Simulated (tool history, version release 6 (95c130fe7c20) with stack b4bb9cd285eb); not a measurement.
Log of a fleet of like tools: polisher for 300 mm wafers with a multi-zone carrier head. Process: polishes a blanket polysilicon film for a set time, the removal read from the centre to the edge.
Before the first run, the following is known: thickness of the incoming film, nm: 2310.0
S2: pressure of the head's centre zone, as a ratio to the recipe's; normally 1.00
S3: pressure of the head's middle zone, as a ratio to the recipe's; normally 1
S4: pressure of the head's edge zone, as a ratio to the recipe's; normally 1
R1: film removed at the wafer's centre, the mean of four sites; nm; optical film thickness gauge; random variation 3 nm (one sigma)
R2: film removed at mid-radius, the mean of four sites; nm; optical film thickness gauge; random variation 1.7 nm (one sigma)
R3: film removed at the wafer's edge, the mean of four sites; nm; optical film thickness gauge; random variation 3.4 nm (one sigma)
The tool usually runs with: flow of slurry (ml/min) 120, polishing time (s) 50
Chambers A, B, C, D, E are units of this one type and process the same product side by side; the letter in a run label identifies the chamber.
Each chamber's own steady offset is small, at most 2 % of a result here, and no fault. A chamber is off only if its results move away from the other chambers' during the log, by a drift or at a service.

{"hour": 3.4, "done": "chamber B: worn pad replaced by a new one"}
{"run": "1A", "hour": 6.3, "flow of slurry (ml/min)": 120, "S2": 1.0, "S3": 1, "S4": 1, "polishing time (s)": 50, "R1": 246.44, "R2": 244.15, "R3": 246.48}
{"hour": 9.1, "done": "chamber A: worn pad replaced by a new one"}
{"run": "2B", "hour": 11.3, "flow of slurry (ml/min)": 120, "S2": 1.0, "S3": 1, "S4": 1, "polishing time (s)": 50, "R1": 235.57, "R2": 248.1, "R3": 247.33}
{"hour": 14.5, "done": "chamber E: worn pad replaced by a new one"}
{"run": "3E", "hour": 18.2, "flow of slurry (ml/min)": 120, "S2": 1.0, "S3": 1, "S4": 1, "polishing time (s)": 50, "R1": 249.88, "R2": 246.41, "R3": 249.19}
{"run": "4C", "hour": 22.8, "flow of slurry (ml/min)": 120, "S2": 1.0, "S3": 1, "S4": 1, "polishing time (s)": 50, "R1": 244.13, "R2": 246.75, "R3": 235.26}
{"run": "5D", "hour": 28.8, "flow of slurry (ml/min)": 120, "S2": 1.0, "S3": 1, "S4": 1, "polishing time (s)": 50, "R1": 249.41, "R2": 241.45, "R3": 243.78}
{"run": "6D", "hour": 36.2, "flow of slurry (ml/min)": 120, "S2": 1.0, "S3": 1, "S4": 1, "polishing time (s)": 50, "R1": 249.42, "R2": 247.37, "R3": 249.39}
{"hour": 37.7, "done": "chamber D: worn pad replaced by a new one"}
{"run": "7A", "hour": 41.0, "flow of slurry (ml/min)": 120, "S2": 1.0, "S3": 1, "S4": 1, "polishing time (s)": 50, "R1": 246.46, "R2": 243.7, "R3": 248.32}
{"run": "8C", "hour": 47.8, "flow of slurry (ml/min)": 120, "S2": 1.0, "S3": 1, "S4": 1, "polishing time (s)": 50, "R1": 247.42, "R2": 245.93, "R3": 234.23}
{"hour": 52.2, "done": "chamber C: worn pad replaced by a new one"}
{"run": "9B", "hour": 54.3, "flow of slurry (ml/min)": 145, "S2": 0.95, "S3": 1, "S4": 1, "polishing time (s)": 50, "R1": 239.71, "R2": 256.42, "R3": 254.77}
{"run": "10E", "hour": 60.3, "flow of slurry (ml/min)": 145, "S2": 0.95, "S3": 1, "S4": 1, "polishing time (s)": 50, "R1": 244.41, "R2": 256.13, "R3": 247.47}
{"run": "11D", "hour": 63.9, "flow of slurry (ml/min)": 145, "S2": 0.95, "S3": 1, "S4": 1, "polishing time (s)": 50, "R1": 244.31, "R2": 256.9, "R3": 249.09}
{"hour": 67.9, "done": "chamber E: worn pad replaced by a new one"}
{"hour": 70.5, "done": "chamber B: edge zone pressure recalibrated"}
{"run": "12C", "hour": 70.8, "flow of slurry (ml/min)": 145, "S2": 0.95, "S3": 1, "S4": 1, "polishing time (s)": 50, "R1": 248.04, "R2": 257.92, "R3": 253.0}
{"run": "13B", "hour": 77.0, "flow of slurry (ml/min)": 145, "S2": 0.95, "S3": 1, "S4": 1, "polishing time (s)": 50, "R1": 236.8, "R2": 254.51, "R3": 258.34}
{"hour": 79.1, "done": "chamber B: worn pad replaced by a new one"}
{"hour": 80.0, "done": "chamber D: edge zone pressure recalibrated"}
{"run": "14A", "hour": 82.9, "flow of slurry (ml/min)": 120, "S2": 1.0, "S3": 1, "S4": 1, "polishing time (s)": 50, "R1": 248.58, "R2": 247.63, "R3": 245.5}
{"run": "15E", "hour": 88.3, "flow of slurry (ml/min)": 120, "S2": 1.0, "S3": 1, "S4": 1, "polishing time (s)": 50, "R1": 250.91, "R2": 245.03, "R3": 254.35}
{"run": "16D", "hour": 93.6, "flow of slurry (ml/min)": 120, "S2": 1.0, "S3": 1, "S4": 1, "polishing time (s)": 50, "R1": 246.84, "R2": 244.61, "R3": 237.36}
{"hour": 96.9, "done": "chamber A: worn pad replaced by a new one"}
{"run": "17B", "hour": 98.6, "flow of slurry (ml/min)": 120, "S2": 1.0, "S3": 1, "S4": 1, "polishing time (s)": 50, "R1": 239.69, "R2": 248.67, "R3": 252.32}
{"hour": 103.7, "done": "chamber D: worn pad replaced by a new one"}
{"hour": 104.4, "done": "chamber C: worn pad replaced by a new one"}
{"run": "18C", "hour": 105.2, "flow of slurry (ml/min)": 120, "S2": 1.0, "S3": 1, "S4": 1, "polishing time (s)": 50, "R1": 253.96, "R2": 248.51, "R3": 244.75}
{"run": "19E", "hour": 108.9, "flow of slurry (ml/min)": 120, "S2": 1.0, "S3": 1, "S4": 1, "polishing time (s)": 50, "R1": 244.18, "R2": 247.71, "R3": 249.22}
{"run": "20A", "hour": 112.4, "flow of slurry (ml/min)": 120, "S2": 1.0, "S3": 1, "S4": 1, "polishing time (s)": 50, "R1": 245.58, "R2": 245.92, "R3": 237.64}
{"run": "21E", "hour": 116.4, "flow of slurry (ml/min)": 120, "S2": 1.0, "S3": 1, "S4": 1, "polishing time (s)": 50, "R1": 242.4, "R2": 244.45, "R3": 253.02}
{"run": "22C", "hour": 122.4, "flow of slurry (ml/min)": 120, "S2": 1.0, "S3": 1, "S4": 1, "polishing time (s)": 50, "R1": 242.15, "R2": 241.28, "R3": 240.48}
{"hour": 124.6, "done": "chamber E: worn pad replaced by a new one"}
{"hour": 126.5, "done": "chamber A: slurry nozzle cleaned"}
{"run": "23B", "hour": 129.9, "flow of slurry (ml/min)": 120, "S2": 1.0, "S3": 1, "S4": 1, "polishing time (s)": 50, "R1": 245.45, "R2": 245.7, "R3": 243.52}
{"run": "24D", "hour": 136.6, "flow of slurry (ml/min)": 120, "S2": 1.0, "S3": 1, "S4": 1, "polishing time (s)": 50, "R1": 251.25, "R2": 246.75, "R3": 246.51}
{"run": "25A", "hour": 140.9, "flow of slurry (ml/min)": 120, "S2": 1.0, "S3": 1, "S4": 1, "polishing time (s)": 50, "R1": 243.04, "R2": 243.61, "R3": 245.71}
{"hour": 145.5, "done": "chamber B: worn pad replaced by a new one"}
{"run": "26D", "hour": 145.5, "flow of slurry (ml/min)": 120, "S2": 1.0, "S3": 1, "S4": 1, "polishing time (s)": 50, "R1": 245.68, "R2": 245.05, "R3": 244.79}
{"run": "27E", "hour": 153.3, "flow of slurry (ml/min)": 120, "S2": 1.0, "S3": 1, "S4": 1, "polishing time (s)": 50, "R1": 238.12, "R2": 243.72, "R3": 249.97}
{"run": "28A", "hour": 160.1, "flow of slurry (ml/min)": 120, "S2": 1.09, "S3": 1, "S4": 1, "polishing time (s)": 43, "R1": 229.33, "R2": 212.39, "R3": 211.51}
{"hour": 165.2, "done": "chamber C: worn pad replaced by a new one"}
{"hour": 166.4, "done": "chamber D: worn pad replaced by a new one"}
{"run": "29B", "hour": 167.0, "flow of slurry (ml/min)": 120, "S2": 1.09, "S3": 1, "S4": 1, "polishing time (s)": 43, "R1": 223.61, "R2": 211.72, "R3": 210.29}
{"run": "30C", "hour": 172.4, "flow of slurry (ml/min)": 120, "S2": 1.09, "S3": 1, "S4": 1, "polishing time (s)": 43, "R1": 229.92, "R2": 211.81, "R3": 209.16}
{"hour": 173.0, "done": "chamber E: worn pad replaced by a new one"}
{"run": "31A", "hour": 178.4, "flow of slurry (ml/min)": 120, "S2": 1.09, "S3": 1, "S4": 1, "polishing time (s)": 43, "R1": 234.03, "R2": 208.92, "R3": 205.92}
{"run": "32C", "hour": 182.4, "flow of slurry (ml/min)": 120, "S2": 1.09, "S3": 1, "S4": 1, "polishing time (s)": 43, "R1": 227.49, "R2": 210.84, "R3": 210.91}
{"run": "33D", "hour": 188.8, "flow of slurry (ml/min)": 120, "S2": 1.0, "S3": 1, "S4": 1, "polishing time (s)": 50, "R1": 248.75, "R2": 246.27, "R3": 246.36}
{"run": "34E", "hour": 193.8, "flow of slurry (ml/min)": 120, "S2": 1.0, "S3": 1, "S4": 1, "polishing time (s)": 50, "R1": 224.99, "R2": 244.67, "R3": 246.32}
{"run": "35B", "hour": 197.9, "flow of slurry (ml/min)": 120, "S2": 1.0, "S3": 1, "S4": 1, "polishing time (s)": 50, "R1": 240.64, "R2": 244.11, "R3": 247.54}

Does one chamber stand apart from the rest, does the shared gauge drift, or is all well apart from small per-chamber offsets? Give the chamber and the most likely cause, where there is one.

One chamber, E, drifts off from the rest bit by bit.
Most likely cause: centre zone's pressure below its setpoint, % = 9.42.

Which of the 4 candidates below, each the usual settings with something changed and its results left as question marks, puts chamber E back in line with what the other chambers give on the usual settings?
In-line tolerance around the mean of the other chambers on the usual settings: R1 10.00 nm; R2 6.10 nm; R3 12.00 nm
{"run": "36E-1", "hour": 203.6, "flow of slurry (ml/min)": 130, "S2": 1.13, "S3": 0.99, "S4": 0.95, "polishing time (s)": 50, "R1": "?", "R2": "?", "R3": "?"}
{"run": "36E-2", "hour": 203.6, "flow of slurry (ml/min)": 125, "S2": 1.07, "S3": 0.99, "S4": 0.97, "polishing time (s)": 50, "R1": "?", "R2": "?", "R3": "?"}
{"run": "36E-3", "hour": 203.6, "flow of slurry (ml/min)": 110, "S2": 0.87, "S3": 1.01, "S4": 1.05, "polishing time (s)": 50, "R1": "?", "R2": "?", "R3": "?"}
{"run": "36E-4", "hour": 203.6, "flow of slurry (ml/min)": 115, "S2": 0.93, "S3": 1.01, "S4": 1.03, "polishing time (s)": 50, "R1": "?", "R2": "?", "R3": "?"}

Mean of the other chambers on the usual settings: R1 245.16 nm; R2 245.72 nm; R3 244.18 nm
run=36E-1 R1=260.98 R2=246.75 R3=242.94
run=36E-2 R1=243.44 R2=244.71 R3=244.13
run=36E-3 R1=186.90 R2=241.99 R3=249.36
run=36E-4 R1=203.93 R2=244.58 R3=248.63
36E-2 is the one that brings the chamber's results back in line with the other chambers.
